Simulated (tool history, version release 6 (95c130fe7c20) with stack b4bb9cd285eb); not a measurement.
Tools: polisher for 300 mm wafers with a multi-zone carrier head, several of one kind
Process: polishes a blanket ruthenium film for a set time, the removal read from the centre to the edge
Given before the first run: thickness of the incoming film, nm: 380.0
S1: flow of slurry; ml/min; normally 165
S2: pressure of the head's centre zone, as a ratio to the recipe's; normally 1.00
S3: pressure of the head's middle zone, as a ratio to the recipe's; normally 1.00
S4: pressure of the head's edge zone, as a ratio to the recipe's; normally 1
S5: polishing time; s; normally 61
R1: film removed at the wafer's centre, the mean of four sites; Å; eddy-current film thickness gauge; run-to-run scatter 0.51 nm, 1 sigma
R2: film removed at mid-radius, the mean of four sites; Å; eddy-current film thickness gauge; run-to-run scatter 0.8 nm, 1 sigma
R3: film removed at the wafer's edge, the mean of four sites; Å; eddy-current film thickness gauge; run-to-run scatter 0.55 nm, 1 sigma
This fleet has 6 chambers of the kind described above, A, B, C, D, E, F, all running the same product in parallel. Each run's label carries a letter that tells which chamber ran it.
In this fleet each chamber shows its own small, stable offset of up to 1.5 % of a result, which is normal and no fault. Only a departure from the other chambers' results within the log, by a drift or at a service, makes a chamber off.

run    day   S1    S2    S3  S4  S5      R1      R2      R3
 1C  0.167  165  1.00  1.00   1  61  620.86  611.08  609.69
 2B  0.467  165  1.00  1.00   1  61  617.97  630.48  618.32
     0.646  -- chamber C: worn pad replaced by a new one
 3D  0.738  165  1.00  1.00   1  61  615.37  622.82  611.32
 4F  0.904  165  1.00  1.00   1  61  613.73  617.83  623.09
 5A  1.079  165  1.00  1.00   1  61  629.36  620.29  618.62
 6E  1.246  165  1.00  1.00   1  61  618.13  639.85  637.00
     1.396  -- chamber A: edge zone pressure recalibrated
 7F  1.438  165  1.00  1.00   1  61  611.63  610.50  613.80
     1.538  -- chamber B: worn pad replaced by a new one
 8E  1.675  165  0.91  1.00   1  61  553.68  628.21  631.36
     1.733  -- chamber A: worn pad replaced by a new one
     1.746  -- chamber F: worn pad replaced by a new one
     1.754  -- chamber C: centre zone pressure recalibrated
     1.812  -- chamber E: worn pad replaced by a new one
 9C  1.975  165  0.91  1.00   1  61  560.70  627.55  618.23
10B  2.229  165  0.91  1.00   1  61  556.67  635.95  617.31
11D  2.379  165  0.91  1.00   1  61  552.04  620.04  615.33
12A  2.671  165  0.91  1.00   1  61  560.80  609.46  622.04
     2.817  -- chamber B: slurry nozzle cleaned
13D  2.975  165  0.91  1.00   1  61  559.22  634.60  617.33
     3.088  -- chamber D: worn pad replaced by a new one
14A  3.142  205  1.04  1.00   1  61  693.60  645.56  645.29
15F  3.342  205  1.04  1.00   1  61  670.20  637.66  634.52
16B  3.492  205  1.04  1.00   1  61  678.81  665.67  641.09
17C  3.758  205  1.04  1.00   1  61  678.58  641.04  631.38
18E  4.017  205  1.04  1.00   1  61  657.87  656.47  654.14
19D  4.212  205  1.04  1.00   1  61  671.34  663.83  642.13
     4.408  -- chamber B: worn pad replaced by a new one
20E  4.458  165  1.00  1.00   1  61  616.89  633.37  636.40
     4.625  -- chamber F: worn pad replaced by a new one
21B  4.754  165  1.00  1.00   1  61  627.16  623.38  620.73
     4.817  -- chamber E: edge zone pressure recalibrated
22A  4.917  165  1.00  1.00   1  61  625.68  610.15  630.06
     4.946  -- chamber D: centre zone pressure recalibrated
     4.992  -- chamber F: centre zone pressure recalibrated
23C  5.088  165  1.00  1.00   1  61  615.42  631.76  610.95
24F  5.271  165  1.00  1.00   1  61  585.72  607.37  618.51
     5.525  -- chamber A: worn pad replaced by a new one
25F  5.542  165  1.00  1.00   1  61  582.62  624.72  606.92
     5.550  -- chamber F: edge zone pressure recalibrated
26E  5.758  165  1.00  1.00   1  61  615.33  634.24  625.17
27D  6.088  165  1.00  1.00   1  61  615.70  624.42  624.77
     6.221  -- chamber E: worn pad replaced by a new one
28A  6.304  165  1.00  1.00   1  61  632.68  616.24  629.15
29B  6.488  165  1.00  1.00   1  61  614.40  620.63  613.93
30C  6.704  165  1.00  1.00   1  61  621.89  618.60  604.03
     6.838  -- chamber B: worn pad replaced by a new one
31D  6.900  165  1.00  1.00   1  61  626.19  634.79  627.16
32B  7.058  165  1.00  0.94   1  61  629.22  577.67  616.58
     7.092  -- chamber C: edge zone pressure recalibrated
33E  7.208  165  1.00  0.94   1  61  613.96  604.38  627.64
34F  7.471  165  1.00  0.94   1  61  573.14  588.67  624.12
     7.512  -- chamber F: worn pad replaced by a new one
     7.571  -- chamber C: worn pad replaced by a new one
35A  7.667  165  1.00  0.94   1  61  625.47  574.82  629.93
36C  7.842  165  1.00  0.94   1  61  609.50  584.15  612.55
37E  8.000  165  1.00  0.94   1  61  618.82  599.40  629.36
     8.167  -- chamber D: worn pad replaced by a new one
38C  8.175  165  1.00  1.00   1  61  624.32  611.58  614.55
     8.371  -- chamber F: slurry nozzle cleaned
39D  8.408  200  1.00  1.00   1  61  640.97  644.61  639.56
40B  8.683  200  1.00  1.00   1  61  653.82  653.82  646.46
41F  8.967  200  1.00  1.00   1  61  607.51  638.85  634.34

Next, every chamber runs the same settings. What will each give?
42A  9.204  165  1.00  1.00   1  61   ?   ?   ?
42B  9.204  165  1.00  1.00   1  61   ?   ?   ?
42C  9.204  165  1.00  1.00   1  61   ?   ?   ?
42D  9.204  165  1.00  1.00   1  61   ?   ?   ?
42E  9.204  165  1.00  1.00   1  61   ?   ?   ?
42F  9.204  165  1.00  1.00   1  61   ?   ?   ?

run      R1      R2      R3
42A  637.06  616.04  627.81
42B  620.67  629.75  632.59
42C  612.44  622.37  610.57
42D  620.15  627.81  606.50
42E  623.76  631.43  625.82
42F  585.37  618.70  615.18
